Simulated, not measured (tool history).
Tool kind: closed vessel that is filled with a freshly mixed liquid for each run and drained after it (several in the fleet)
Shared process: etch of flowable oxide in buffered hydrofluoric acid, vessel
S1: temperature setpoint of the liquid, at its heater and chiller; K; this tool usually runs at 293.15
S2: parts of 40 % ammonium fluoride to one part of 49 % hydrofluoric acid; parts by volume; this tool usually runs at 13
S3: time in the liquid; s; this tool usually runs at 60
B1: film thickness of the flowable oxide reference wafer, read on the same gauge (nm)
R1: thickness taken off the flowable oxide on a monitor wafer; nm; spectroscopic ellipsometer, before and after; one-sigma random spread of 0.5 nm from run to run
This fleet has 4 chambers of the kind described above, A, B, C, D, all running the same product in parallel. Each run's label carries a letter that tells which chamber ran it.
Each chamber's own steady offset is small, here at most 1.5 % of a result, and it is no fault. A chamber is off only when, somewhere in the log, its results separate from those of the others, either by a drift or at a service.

run	hour	S1	S2	S3	B1	R1
1A	11.2	293.15	13	60	149.99	68.236
2C	17.7	293.15	13	60	149.98	67.580
3B	26.1	293.15	13	60	149.99	67.143
4D	36.8	293.15	13	60	149.98	66.084
5C	47.9	293.15	13	60	149.98	66.879
6B	55.0	293.15	13	60	150.02	67.553
7A	63.2	293.15	13	60	150.01	67.115
8D	75.3	293.15	13	60	149.98	66.341
9D	82.3	293.15	13	60	150.02	66.429
10B	88.6	293.15	13	35	149.99	38.397
11C	95.7	293.15	13	35	150.00	39.572
12A	103.8	293.15	13	35	149.99	39.189
13A	116.8	293.15	13	35	150.00	39.234
14D	126.8	293.15	13	60	149.96	65.636
15B	136.0	297.65	13	60	150.00	85.829
16C	146.3	297.65	13	60	150.02	88.435
17C	157.9	297.65	13	60	150.01	86.653
18D	169.0	297.65	13	60	149.97	84.195
19A	180.6	293.15	13	45	149.99	49.741
20B	188.2	293.15	13	45	149.99	49.389
21B	200.4	293.15	13	45	150.01	50.453
22A	206.6	293.15	13	45	150.01	50.295
23C	219.5	293.15	13	60	149.97	69.622
24D	227.6	294.65	13	60	149.99	71.342
25D	238.0	294.65	13	60	150.02	70.864
26A	249.3	294.65	13	60	149.97	72.915
27B	261.8	294.65	13	60	149.98	72.507
28C	273.7	293.15	13	60	149.98	71.472
29C	283.2	293.15	13	60	150.01	70.575
30D	292.3	293.15	13	60	150.05	66.015
31B	305.6	293.15	13	60	149.99	66.946
32A	317.0	293.15	13	60	149.96	66.055
33D	327.1	293.15	13	60	150.01	64.896
34C	338.1	293.15	13	60	150.00	72.690
35A	348.1	293.15	13	60	149.97	66.334
36B	354.3	293.15	13	60	150.00	66.303
37B	365.5	293.15	13	60	150.01	66.735
38D	372.7	293.15	13	60	149.98	65.419
39C	379.5	293.15	13	60	150.00	73.692
40A	386.7	293.15	13	60	150.03	66.875
41B	395.8	293.15	13	60	150.02	67.281
42C	401.9	293.15	13	60	150.00	73.929

All chambers now run identical settings, listed one chamber a line with results as question marks. What results will each chamber show?
43A	411.6	293.15	13	60		?
43B	411.6	293.15	13	60		?
43C	411.6	293.15	13	60		?
43D	411.6	293.15	13	60		?

run	R1
43A	66.075
43B	66.499
43C	73.829
43D	66.610

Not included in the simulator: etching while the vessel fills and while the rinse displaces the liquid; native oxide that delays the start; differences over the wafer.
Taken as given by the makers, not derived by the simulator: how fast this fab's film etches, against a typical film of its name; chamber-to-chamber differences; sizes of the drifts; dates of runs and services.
